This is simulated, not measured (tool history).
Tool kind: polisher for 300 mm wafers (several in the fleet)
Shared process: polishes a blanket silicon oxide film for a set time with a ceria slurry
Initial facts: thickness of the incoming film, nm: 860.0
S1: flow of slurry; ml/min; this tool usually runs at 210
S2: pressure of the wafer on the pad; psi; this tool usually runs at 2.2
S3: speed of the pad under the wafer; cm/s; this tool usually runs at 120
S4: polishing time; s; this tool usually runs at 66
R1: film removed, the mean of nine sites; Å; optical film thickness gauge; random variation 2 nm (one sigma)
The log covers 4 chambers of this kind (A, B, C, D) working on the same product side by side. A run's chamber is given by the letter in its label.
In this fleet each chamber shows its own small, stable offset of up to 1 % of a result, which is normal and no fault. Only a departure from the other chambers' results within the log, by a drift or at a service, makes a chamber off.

| run | hour | S1 | S2 | S3 | S4 | R1 |
|---|---|---|---|---|---|---|
| 1D | 8.8 | 210 | 2.2 | 120 | 66 | 2225.0 |
|  | 13.3 | chamber C: slurry nozzle cleaned |
| 2B | 17.0 | 210 | 2.2 | 120 | 66 | 2254.7 |
| 3C | 27.5 | 210 | 2.2 | 120 | 66 | 2264.9 |
| 4A | 34.5 | 210 | 2.2 | 120 | 66 | 2246.1 |
|  | 40.2 | chamber A: worn pad replaced by a new one |
| 5A | 44.8 | 210 | 2.2 | 120 | 66 | 2248.4 |
|  | 47.7 | chamber C: worn pad replaced by a new one |
| 6C | 56.6 | 210 | 2.2 | 120 | 66 | 2254.2 |
|  | 57.4 | chamber D: worn pad replaced by a new one |
|  | 62.4 | chamber B: worn pad replaced by a new one |
| 7D | 63.7 | 210 | 2.2 | 120 | 66 | 2251.8 |
|  | 65.4 | chamber A: slurry nozzle cleaned |
| 8B | 74.2 | 210 | 2.2 | 120 | 66 | 2294.6 |
| 9A | 85.2 | 210 | 2.2 | 92 | 73 | 1951.4 |
| 10B | 95.7 | 210 | 2.2 | 92 | 73 | 1898.2 |
| 11C | 106.3 | 210 | 2.2 | 92 | 73 | 1886.1 |
| 12D | 116.7 | 210 | 2.2 | 92 | 73 | 1911.1 |
|  | 121.8 | chamber C: worn pad replaced by a new one |
| 13B | 128.2 | 210 | 2.8 | 138 | 66 | 3328.6 |
| 14D | 137.9 | 210 | 2.8 | 138 | 66 | 3276.2 |
| 15A | 147.4 | 210 | 2.8 | 138 | 66 | 3308.4 |
| 16C | 152.7 | 210 | 2.8 | 138 | 66 | 3192.3 |
|  | 157.7 | chamber D: slurry nozzle cleaned |
|  | 162.9 | chamber A: head pressure recalibrated |
| 17A | 163.3 | 210 | 2.2 | 120 | 66 | 2309.9 |
| 18D | 170.6 | 210 | 2.2 | 120 | 66 | 2234.2 |
|  | 179.5 | chamber A: worn pad replaced by a new one |
| 19B | 180.5 | 210 | 2.2 | 120 | 66 | 2261.9 |
|  | 183.6 | chamber D: worn pad replaced by a new one |
|  | 183.9 | chamber C: worn pad replaced by a new one |
| 20C | 191.6 | 210 | 2.2 | 120 | 66 | 2147.0 |
|  | 200.4 | chamber B: worn pad replaced by a new one |
| 21A | 203.4 | 210 | 2.2 | 120 | 66 | 2269.1 |
| 22D | 209.0 | 160 | 2.2 | 120 | 84 | 2723.7 |
| 23B | 214.5 | 160 | 2.2 | 120 | 84 | 2800.6 |
| 24C | 223.2 | 160 | 2.2 | 120 | 84 | 2612.1 |
|  | 226.3 | chamber B: slurry nozzle cleaned |
| 25C | 233.9 | 160 | 2.2 | 120 | 84 | 2600.2 |
| 26D | 243.1 | 210 | 2.2 | 146 | 54 | 2256.0 |
| 27B | 249.1 | 210 | 2.2 | 146 | 54 | 2267.9 |
| 28A | 260.0 | 210 | 2.2 | 146 | 54 | 2256.1 |
|  | 260.7 | chamber C: worn pad replaced by a new one |
| 29A | 266.4 | 210 | 2.2 | 146 | 54 | 2264.3 |
| 30D | 274.2 | 210 | 2.2 | 120 | 66 | 2265.7 |
| 31C | 284.8 | 210 | 2.2 | 120 | 66 | 2130.1 |
| 32B | 291.1 | 210 | 2.2 | 120 | 66 | 2262.4 |
| 33D | 299.0 | 210 | 2.2 | 120 | 66 | 2258.4 |
| 34C | 310.7 | 210 | 2.2 | 120 | 66 | 2073.1 |
|  | 314.7 | chamber D: worn pad replaced by a new one |
| 35B | 316.3 | 210 | 2.2 | 120 | 66 | 2251.8 |
|  | 323.6 | chamber C: worn pad replaced by a new one |
| 36A | 324.9 | 210 | 2.2 | 120 | 66 | 2300.2 |
| 37D | 335.8 | 210 | 2.2 | 120 | 66 | 2264.0 |
| 38C | 341.8 | 210 | 2.2 | 120 | 66 | 2123.0 |
|  | 351.6 | chamber A: worn pad replaced by a new one |
| 39B | 353.3 | 210 | 2.2 | 120 | 66 | 2259.5 |
| 40A | 359.5 | 210 | 2.2 | 120 | 66 | 2261.7 |

Which is it: a chamber that has drifted or been left off by a service, a gauge drift common to all chambers, or only each chamber's usual small offset? If a chamber is off, name it and its likeliest cause.

Little by little, chamber C moves away from the other chambers.
Most likely cause: head's pressure below its setpoint, % = 8.75.
The log might look much the same if the cause were instead: slurry flow missing at the pad, %.

Which of the 4 candidates below, each the usual settings with something changed and its results left as question marks, puts chamber C back in line with what the other chambers give on the usual settings?
A result is in line if it is within this distance of the other chambers' mean on the usual settings: R1 69.0 Å
| 41C-1 | 368.0 | 210 | 2.1 | 118 | 64 | ? |
| 41C-2 | 368.0 | 210 | 2.3 | 122 | 68 | ? |
| 41C-3 | 368.0 | 215 | 2.2 | 120 | 76 | ? |
| 41C-4 | 368.0 | 210 | 2.1 | 114 | 62 | ? |

Mean of the other chambers on the usual settings: R1 2264.2 Å
| run | R1 |
|---|---|
| 41C-1 | 1870.6 |
| 41C-2 | 2246.7 |
| 41C-3 | 2371.4 |
| 41C-4 | 1751.5 |
41C-2 brings the chamber back in line.
